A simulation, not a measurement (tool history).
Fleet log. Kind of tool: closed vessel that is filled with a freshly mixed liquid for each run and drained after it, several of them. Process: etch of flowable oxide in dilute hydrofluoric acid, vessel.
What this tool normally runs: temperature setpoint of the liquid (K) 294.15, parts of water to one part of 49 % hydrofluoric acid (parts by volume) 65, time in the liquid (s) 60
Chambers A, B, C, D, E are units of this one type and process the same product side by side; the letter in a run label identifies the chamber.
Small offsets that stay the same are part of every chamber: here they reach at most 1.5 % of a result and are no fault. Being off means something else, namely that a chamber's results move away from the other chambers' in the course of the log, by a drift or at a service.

run,day,temperature setpoint of the liquid (K),parts of water to one part of 49 % hydrofluoric acid (parts by volume),time in the liquid (s),"read-back film thickness of the flowable oxide reference wafer, read on the same gauge (nm)",thickness taken off the flowable oxide on a monitor wafer (nm)
1B,0.375,294.15,65,60,40.022,46.223
2E,0.817,294.15,65,60,40.01,45.148
3D,1.242,294.15,65,60,40.013,45.621
# day 1.367: chamber A: hydrofluoric acid flow meter replaced
4C,1.629,294.15,65,60,39.979,45.859
5A,1.95,294.15,65,60,40.005,45.224
6C,2.204,294.15,65,60,39.946,45.345
7E,2.638,294.15,65,60,39.999,44.9
8B,2.888,294.15,65,60,40.02,46.009
9A,3.125,294.15,65,60,40.025,45.426
10D,3.454,294.15,65,60,39.977,45.705
11B,3.808,294.15,65,60,40.006,46.067
12E,4.112,294.15,65,60,39.985,45.106
13D,4.412,294.15,65,60,39.992,45.604
14C,4.767,294.15,65,60,40.037,46.342
15A,5.029,294.15,65,60,39.975,44.588
16E,5.358,294.15,65,60,40.034,44.44
17D,5.675,294.15,75,35,39.984,22.565
18B,5.896,294.15,75,35,39.981,22.906
19C,6.179,294.15,75,35,40.024,23.099
20A,6.496,294.15,75,35,40.007,22.504
# day 6.75: chamber A: thermometer replaced
21D,6.821,294.15,75,35,39.948,22.8
22B,7.2,294.15,65,60,39.99,46.066
23C,7.5,294.15,65,60,39.989,46.839
24A,7.8,294.15,65,60,40.003,44.602
25E,8.008,294.15,65,60,40.002,44.659
26E,8.304,294.15,65,60,39.992,45.296
27B,8.688,294.15,65,60,39.996,46.069
28D,8.929,294.15,65,60,39.981,45.519
29C,9.254,294.15,65,60,40.021,47.819
30A,9.671,294.15,65,60,40.015,45.023
31D,9.917,294.15,45,50,39.98,55.914
32C,10.288,294.15,45,50,39.984,58.39
33B,10.717,294.15,45,50,40.039,57.253
34E,10.962,294.15,45,50,39.999,55.602
35A,11.233,294.15,45,50,39.989,54.899
36C,11.458,294.15,65,60,39.974,47.835
37B,11.708,294.15,65,60,39.995,45.803
38E,12.058,294.15,65,60,39.996,44.647
39A,12.25,294.15,65,60,39.978,44.504
40D,12.608,294.15,65,60,39.972,45.783
41A,12.85,294.15,65,60,39.969,44.036
42D,13.271,297.15,65,60,39.985,51.229
43B,13.708,297.15,65,60,39.999,52.567

Which is it: a chamber that has drifted or been left off by a service, a gauge drift common to all chambers, or only each chamber's usual small offset? If a chamber is off, name it and its likeliest cause.

Little by little, chamber C moves away from the other chambers.
Most likely cause: liquid hotter than its thermometer reads (K) = 1.69.
The log may not tell that from: hydrofluoric acid flow above the setpoint (%).

Here are 4 candidates for chamber C's next run, each the usual settings with a change, their results left as question marks. Which one brings its results back in line with what the others give on the usual settings?
In line here means within this much of the mean the other chambers give on the usual settings: thickness taken off the flowable oxide on a monitor wafer (nm) 1.2
44C-1,14.025,297.15,65,60,,?
44C-2,14.025,291.15,65,60,,?
44C-3,14.025,292.15,65,60,,?
44C-4,14.025,294.15,65,65,,?

The other chambers' mean on the usual settings: thickness taken off the flowable oxide on a monitor wafer (nm) 45.333
run,thickness taken off the flowable oxide on a monitor wafer (nm)
44C-1,55.21
44C-2,43.015
44C-3,44.878
44C-4,52.887
44C-3 is the one that brings the chamber's results back in line with the other chambers.
